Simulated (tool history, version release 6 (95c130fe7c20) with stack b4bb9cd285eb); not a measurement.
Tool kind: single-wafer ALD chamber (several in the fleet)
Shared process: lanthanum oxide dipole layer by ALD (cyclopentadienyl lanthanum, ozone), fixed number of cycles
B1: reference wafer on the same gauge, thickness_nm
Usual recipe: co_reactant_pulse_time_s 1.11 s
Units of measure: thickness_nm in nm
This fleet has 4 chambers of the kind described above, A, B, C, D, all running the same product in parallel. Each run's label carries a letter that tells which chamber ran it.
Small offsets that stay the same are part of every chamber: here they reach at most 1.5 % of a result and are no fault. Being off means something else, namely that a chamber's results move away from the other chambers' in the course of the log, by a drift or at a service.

{"run": "1D", "hour": 6.0, "co_reactant_pulse_time_s": 1.11, "B1": 0.49849, "thickness_nm": 0.51285}
{"run": "2C", "hour": 12.4, "co_reactant_pulse_time_s": 1.11, "B1": 0.4988, "thickness_nm": 0.51407}
{"run": "3B", "hour": 22.2, "co_reactant_pulse_time_s": 1.11, "B1": 0.49919, "thickness_nm": 0.50991}
{"run": "4A", "hour": 29.6, "co_reactant_pulse_time_s": 1.11, "B1": 0.49927, "thickness_nm": 0.51787}
{"run": "5C", "hour": 38.2, "co_reactant_pulse_time_s": 1.11, "B1": 0.49856, "thickness_nm": 0.51317}
{"run": "6D", "hour": 46.0, "co_reactant_pulse_time_s": 1.11, "B1": 0.49921, "thickness_nm": 0.51112}
{"run": "7B", "hour": 53.3, "co_reactant_pulse_time_s": 1.11, "B1": 0.49878, "thickness_nm": 0.51227}
{"run": "8A", "hour": 57.6, "co_reactant_pulse_time_s": 1.11, "B1": 0.49873, "thickness_nm": 0.5222}
{"run": "9C", "hour": 62.9, "co_reactant_pulse_time_s": 0.79, "B1": 0.49864, "thickness_nm": 0.45598}
{"run": "10A", "hour": 68.1, "co_reactant_pulse_time_s": 0.79, "B1": 0.49869, "thickness_nm": 0.46263}
{"run": "11D", "hour": 77.7, "co_reactant_pulse_time_s": 0.79, "B1": 0.49872, "thickness_nm": 0.45134}
{"run": "12B", "hour": 86.8, "co_reactant_pulse_time_s": 0.79, "B1": 0.49936, "thickness_nm": 0.45687}
{"run": "13C", "hour": 95.4, "co_reactant_pulse_time_s": 1.11, "B1": 0.49908, "thickness_nm": 0.51513}
{"run": "14D", "hour": 101.4, "co_reactant_pulse_time_s": 1.11, "B1": 0.49909, "thickness_nm": 0.50769}
{"run": "15B", "hour": 106.3, "co_reactant_pulse_time_s": 1.11, "B1": 0.49916, "thickness_nm": 0.51062}
{"run": "16A", "hour": 111.6, "co_reactant_pulse_time_s": 1.11, "B1": 0.49906, "thickness_nm": 0.51858}
{"run": "17C", "hour": 116.0, "co_reactant_pulse_time_s": 1.5, "B1": 0.49939, "thickness_nm": 0.55161}
{"run": "18D", "hour": 121.2, "co_reactant_pulse_time_s": 1.5, "B1": 0.49898, "thickness_nm": 0.54729}
{"run": "19B", "hour": 128.3, "co_reactant_pulse_time_s": 1.5, "B1": 0.49937, "thickness_nm": 0.54614}
{"run": "20A", "hour": 135.9, "co_reactant_pulse_time_s": 1.5, "B1": 0.49889, "thickness_nm": 0.55715}
{"run": "21C", "hour": 145.1, "co_reactant_pulse_time_s": 1.11, "B1": 0.49927, "thickness_nm": 0.51676}
{"run": "22A", "hour": 149.8, "co_reactant_pulse_time_s": 1.11, "B1": 0.49897, "thickness_nm": 0.51919}
{"run": "23D", "hour": 156.5, "co_reactant_pulse_time_s": 1.11, "B1": 0.4988, "thickness_nm": 0.51236}
{"run": "24B", "hour": 165.1, "co_reactant_pulse_time_s": 1.11, "B1": 0.49905, "thickness_nm": 0.51354}
{"run": "25A", "hour": 170.6, "co_reactant_pulse_time_s": 1.11, "B1": 0.49956, "thickness_nm": 0.51957}
{"run": "26C", "hour": 179.3, "co_reactant_pulse_time_s": 1.11, "B1": 0.49877, "thickness_nm": 0.51523}
{"run": "27B", "hour": 183.8, "co_reactant_pulse_time_s": 1.11, "B1": 0.49921, "thickness_nm": 0.51173}
{"run": "28D", "hour": 191.8, "co_reactant_pulse_time_s": 1.11, "B1": 0.49895, "thickness_nm": 0.50895}
{"hour": 198.0, "done": "chamber A: thermocouple changed; heater temperature recalibrated"}
{"run": "29D", "hour": 200.5, "co_reactant_pulse_time_s": 1.11, "B1": 0.49861, "thickness_nm": 0.51271}
{"run": "30C", "hour": 208.3, "co_reactant_pulse_time_s": 1.11, "B1": 0.49903, "thickness_nm": 0.51368}
{"run": "31A", "hour": 216.0, "co_reactant_pulse_time_s": 1.11, "B1": 0.499, "thickness_nm": 0.51792}
{"run": "32B", "hour": 222.6, "co_reactant_pulse_time_s": 1.11, "B1": 0.49928, "thickness_nm": 0.51389}
{"run": "33B", "hour": 228.6, "co_reactant_pulse_time_s": 1.11, "B1": 0.49935, "thickness_nm": 0.51248}
{"run": "34D", "hour": 234.2, "co_reactant_pulse_time_s": 1.11, "B1": 0.49939, "thickness_nm": 0.51243}

Is one chamber off against the others, does the gauge drift, or is nothing wrong? If a chamber is off, say which, and what the likeliest cause is.

No chamber stands off beyond its own small offset, and the gauge holds steady.
